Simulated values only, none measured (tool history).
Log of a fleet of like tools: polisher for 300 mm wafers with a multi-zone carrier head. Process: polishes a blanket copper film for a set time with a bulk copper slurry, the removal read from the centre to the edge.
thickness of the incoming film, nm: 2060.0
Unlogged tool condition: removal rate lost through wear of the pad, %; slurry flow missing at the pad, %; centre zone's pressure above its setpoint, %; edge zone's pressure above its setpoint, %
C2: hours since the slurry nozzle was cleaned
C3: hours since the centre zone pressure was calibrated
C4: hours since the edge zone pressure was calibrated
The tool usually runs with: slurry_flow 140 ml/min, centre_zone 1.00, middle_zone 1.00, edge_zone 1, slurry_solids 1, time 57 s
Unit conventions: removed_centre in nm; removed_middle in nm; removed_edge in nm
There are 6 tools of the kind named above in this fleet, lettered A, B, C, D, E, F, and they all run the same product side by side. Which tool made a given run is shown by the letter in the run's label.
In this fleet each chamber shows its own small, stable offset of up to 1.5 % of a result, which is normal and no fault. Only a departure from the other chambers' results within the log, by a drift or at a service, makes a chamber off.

Run 1B, hour 9.0: usual settings; wafers polished on this pad 1071; C2 317.0; C3 252.2; C4 1199.9. Result: removed_centre 411.36 nm, removed_middle 407.82 nm, removed_edge 406.16 nm.
At hour 14.6: chamber D: worn pad replaced by a new one.
Run 2A, hour 18.5: usual settings; wafers polished on this pad 391; C2 147.4; C3 20.7; C4 270.0. Result: removed_centre 408.85 nm, removed_middle 416.54 nm, removed_edge 410.95 nm.
At hour 20.6: chamber F: worn pad replaced by a new one.
At hour 21.9: chamber E: worn pad replaced by a new one.
Run 3C, hour 27.9: usual settings; wafers polished on this pad 671; C2 173.6; C3 201.3; C4 1372.7. Result: removed_centre 412.00 nm, removed_middle 405.25 nm, removed_edge 405.23 nm.
At hour 34.7: chamber D: edge zone pressure recalibrated.
Run 4F, hour 36.6: usual settings; wafers polished on this pad 214; C2 367.5; C3 75.4; C4 690.1. Result: removed_centre 404.96 nm, removed_middle 418.53 nm, removed_edge 421.42 nm.
At hour 41.1: chamber E: edge zone pressure recalibrated.
Run 5E, hour 43.9: usual settings but slurry_flow 175 ml/min; wafers polished on this pad 296; C2 332.5; C3 259.8; C4 2.8. Result: removed_centre 429.28 nm, removed_middle 422.79 nm, removed_edge 423.65 nm.
At hour 49.7: chamber B: worn pad replaced by a new one.
Run 6D, hour 50.4: usual settings but slurry_flow 175 ml/min; wafers polished on this pad 481; C2 448.5; C3 498.4; C4 15.7. Result: removed_centre 431.67 nm, removed_middle 429.08 nm, removed_edge 420.63 nm.
Run 7B, hour 55.9: usual settings but slurry_flow 175 ml/min; wafers polished on this pad 83; C2 363.9; C3 299.1; C4 1246.8. Result: removed_centre 432.88 nm, removed_middle 430.02 nm, removed_edge 411.48 nm.
At hour 58.9: chamber A: worn pad replaced by a new one.
At hour 59.0: chamber C: worn pad replaced by a new one.
Run 8C, hour 63.8: usual settings but slurry_flow 175 ml/min; wafers polished on this pad 65; C2 209.5; C3 237.2; C4 1408.6. Result: removed_centre 428.42 nm, removed_middle 432.18 nm, removed_edge 412.23 nm.
Run 9D, hour 70.1: usual settings but slurry_flow 175 ml/min; wafers polished on this pad 745; C2 468.2; C3 518.1; C4 35.4. Result: removed_centre 433.78 nm, removed_middle 414.09 nm, removed_edge 422.30 nm.
At hour 70.6: chamber B: centre zone pressure recalibrated.
At hour 72.9: chamber F: worn pad replaced by a new one.
Run 10A, hour 77.3: usual settings but slurry_flow 175 ml/min; wafers polished on this pad 247; C2 206.2; C3 79.5; C4 328.8. Result: removed_centre 421.37 nm, removed_middle 423.80 nm, removed_edge 414.35 nm.
Run 11E, hour 83.5: usual settings; wafers polished on this pad 828; C2 372.1; C3 299.4; C4 42.4. Result: removed_centre 404.98 nm, removed_middle 399.88 nm, removed_edge 414.62 nm.
At hour 87.3: chamber C: centre zone pressure recalibrated.
Run 12F, hour 89.0: usual settings; wafers polished on this pad 216; C2 419.9; C3 127.8; C4 742.5. Result: removed_centre 403.21 nm, removed_middle 405.86 nm, removed_edge 410.73 nm.
At hour 94.2: chamber B: edge zone pressure recalibrated.
Run 13A, hour 96.4: usual settings; wafers polished on this pad 504; C2 225.3; C3 98.6; C4 347.9. Result: removed_centre 410.68 nm, removed_middle 406.21 nm, removed_edge 402.29 nm.
At hour 98.5: chamber E: worn pad replaced by a new one.
At hour 100.0: chamber D: worn pad replaced by a new one.
Run 14D, hour 106.0: usual settings; wafers polished on this pad 81; C2 504.1; C3 554.0; C4 71.3. Result: removed_centre 412.83 nm, removed_middle 396.83 nm, removed_edge 406.66 nm.
At hour 112.5: chamber C: edge zone pressure recalibrated.
Run 15E, hour 113.2: usual settings; wafers polished on this pad 197; C2 401.8; C3 329.1; C4 72.1. Result: removed_centre 401.74 nm, removed_middle 404.99 nm, removed_edge 410.76 nm.
At hour 114.5: chamber A: worn pad replaced by a new one.
Run 16B, hour 118.3: usual settings; wafers polished on this pad 921; C2 426.3; C3 47.7; C4 24.1. Result: removed_centre 409.46 nm, removed_middle 396.60 nm, removed_edge 409.28 nm.
Run 17C, hour 126.8: usual settings; wafers polished on this pad 911; C2 272.5; C3 39.6; C4 14.3. Result: removed_centre 408.67 nm, removed_middle 413.36 nm, removed_edge 406.43 nm.
At hour 127.4: chamber F: worn pad replaced by a new one.
At hour 130.1: chamber F: edge zone pressure recalibrated.
Run 18F, hour 134.5: usual settings; wafers polished on this pad 95; C2 465.4; C3 173.3; C4 4.4. Result: removed_centre 408.21 nm, removed_middle 413.61 nm, removed_edge 409.34 nm.
At hour 139.0: chamber C: worn pad replaced by a new one.
Run 19F, hour 139.8: usual settings; wafers polished on this pad 166; C2 470.7; C3 178.6; C4 9.7. Result: removed_centre 408.58 nm, removed_middle 415.78 nm, removed_edge 402.51 nm.
Run 20D, hour 148.1: usual settings but middle_zone 1.05; wafers polished on this pad 646; C2 546.2; C3 596.1; C4 113.4. Result: removed_centre 407.88 nm, removed_middle 413.38 nm, removed_edge 401.72 nm.
Run 21E, hour 153.5: usual settings but middle_zone 1.05; wafers polished on this pad 738; C2 442.1; C3 369.4; C4 112.4. Result: removed_centre 407.62 nm, removed_middle 413.40 nm, removed_edge 403.96 nm.
At hour 158.8: chamber A: slurry nozzle cleaned.
Run 22B, hour 159.7: usual settings but middle_zone 1.05; wafers polished on this pad 1477; C2 467.7; C3 89.1; C4 65.5. Result: removed_centre 414.38 nm, removed_middle 416.76 nm, removed_edge 418.04 nm.
At hour 164.6: chamber B: worn pad replaced by a new one.
Run 23C, hour 165.8: usual settings but middle_zone 1.05; wafers polished on this pad 360; C2 311.5; C3 78.6; C4 53.3. Result: removed_centre 411.63 nm, removed_middle 434.64 nm, removed_edge 407.97 nm.
Run 24A, hour 170.2: usual settings but middle_zone 1.05; wafers polished on this pad 747; C2 11.5; C3 172.4; C4 421.7. Result: removed_centre 403.56 nm, removed_middle 429.81 nm, removed_edge 406.39 nm.
At hour 171.8: chamber D: worn pad replaced by a new one.
At hour 177.2: chamber F: worn pad replaced by a new one.
At hour 178.7: chamber E: worn pad replaced by a new one.
Run 25E, hour 179.1: usual settings but middle_zone 1.05; wafers polished on this pad 6; C2 467.7; C3 395.0; C4 138.0. Result: removed_centre 404.22 nm, removed_middle 429.93 nm, removed_edge 417.43 nm.
At hour 185.1: chamber A: edge zone pressure recalibrated.
Run 26C, hour 186.5: usual settings; wafers polished on this pad 638; C2 332.2; C3 99.3; C4 74.0. Result: removed_centre 409.01 nm, removed_middle 409.99 nm, removed_edge 397.71 nm.
At hour 187.7: chamber A: worn pad replaced by a new one.
Run 27F, hour 192.3: usual settings; wafers polished on this pad 203; C2 523.2; C3 231.1; C4 62.2. Result: removed_centre 414.70 nm, removed_middle 402.16 nm, removed_edge 406.07 nm.
Run 28B, hour 202.0: usual settings; wafers polished on this pad 503; C2 510.0; C3 131.4; C4 107.8. Result: removed_centre 402.20 nm, removed_middle 409.45 nm, removed_edge 399.27 nm.
Run 29D, hour 207.5: usual settings; wafers polished on this pad 479; C2 605.6; C3 655.5; C4 172.8. Result: removed_centre 410.36 nm, removed_middle 420.49 nm, removed_edge 412.36 nm.
Run 30A, hour 216.0: usual settings but time 75 s; wafers polished on this pad 380; C2 57.3; C3 218.2; C4 30.9. Result: removed_centre 535.58 nm, removed_middle 545.84 nm, removed_edge 535.27 nm.
At hour 218.6: chamber C: worn pad replaced by a new one.
Run 31D, hour 223.3: usual settings but time 75 s; wafers polished on this pad 691; C2 621.4; C3 671.3; C4 188.6. Result: removed_centre 549.14 nm, removed_middle 530.31 nm, removed_edge 528.77 nm.
Run 32F, hour 228.0: usual settings but time 75 s; wafers polished on this pad 682; C2 558.9; C3 266.8; C4 97.9. Result: removed_centre 540.93 nm, removed_middle 545.99 nm, removed_edge 541.28 nm.
At hour 230.7: chamber F: worn pad replaced by a new one.
At hour 235.3: chamber B: slurry nozzle cleaned.
Run 33E, hour 235.4: usual settings but time 75 s; wafers polished on this pad 762; C2 524.0; C3 451.3; C4 194.3. Result: removed_centre 543.52 nm, removed_middle 534.22 nm, removed_edge 535.07 nm.
Run 34C, hour 239.7: usual settings but time 75 s; wafers polished on this pad 283; C2 385.4; C3 152.5; C4 127.2. Result: removed_centre 539.04 nm, removed_middle 532.04 nm, removed_edge 533.62 nm.
Run 35B, hour 249.3: usual settings but time 75 s; wafers polished on this pad 1138; C2 14.0; C3 178.7; C4 155.1. Result: removed_centre 545.52 nm, removed_middle 549.77 nm, removed_edge 525.01 nm.
At hour 253.1: chamber A: worn pad replaced by a new one.
Run 36A, hour 258.8: usual settings; wafers polished on this pad 77; C2 100.1; C3 261.0; C4 73.7. Result: removed_centre 408.05 nm, removed_middle 407.17 nm, removed_edge 412.11 nm.
At hour 260.4: chamber D: worn pad replaced by a new one.
At hour 261.7: chamber E: centre zone pressure recalibrated.
Run 37B, hour 263.7: usual settings; wafers polished on this pad 1331; C2 28.4; C3 193.1; C4 169.5. Result: removed_centre 405.07 nm, removed_middle 420.61 nm, removed_edge 404.04 nm.
At hour 264.0: chamber E: worn pad replaced by a new one.
Run 38D, hour 271.7: usual settings; wafers polished on this pad 152; C2 669.8; C3 719.7; C4 237.0. Result: removed_centre 419.19 nm, removed_middle 408.75 nm, removed_edge 411.22 nm.
Run 39E, hour 277.6: usual settings but slurry_flow 180 ml/min, centre_zone 0.93; wafers polished on this pad 183; C2 566.2; C3 15.9; C4 236.5. Result: removed_centre 396.58 nm, removed_middle 413.04 nm, removed_edge 420.92 nm.
At hour 281.4: chamber F: worn pad replaced by a new one.
Run 40A, hour 284.3: usual settings but slurry_flow 180 ml/min, centre_zone 0.93; wafers polished on this pad 420; C2 125.6; C3 286.5; C4 99.2. Result: removed_centre 398.02 nm, removed_middle 419.86 nm, removed_edge 410.18 nm.
Run 41F, hour 291.6: usual settings but slurry_flow 180 ml/min, centre_zone 0.93; wafers polished on this pad 137; C2 622.5; C3 330.4; C4 161.5. Result: removed_centre 389.39 nm, removed_middle 432.79 nm, removed_edge 428.52 nm.

Read the log: is a single chamber off, either drifting away or since a service, is the gauge that measures every chamber drifting, or is nothing wrong beyond small per-chamber offsets? Name any odd chamber and what most likely caused it.

All chambers stay in line apart from their small fixed offsets, and the gauge does not drift.
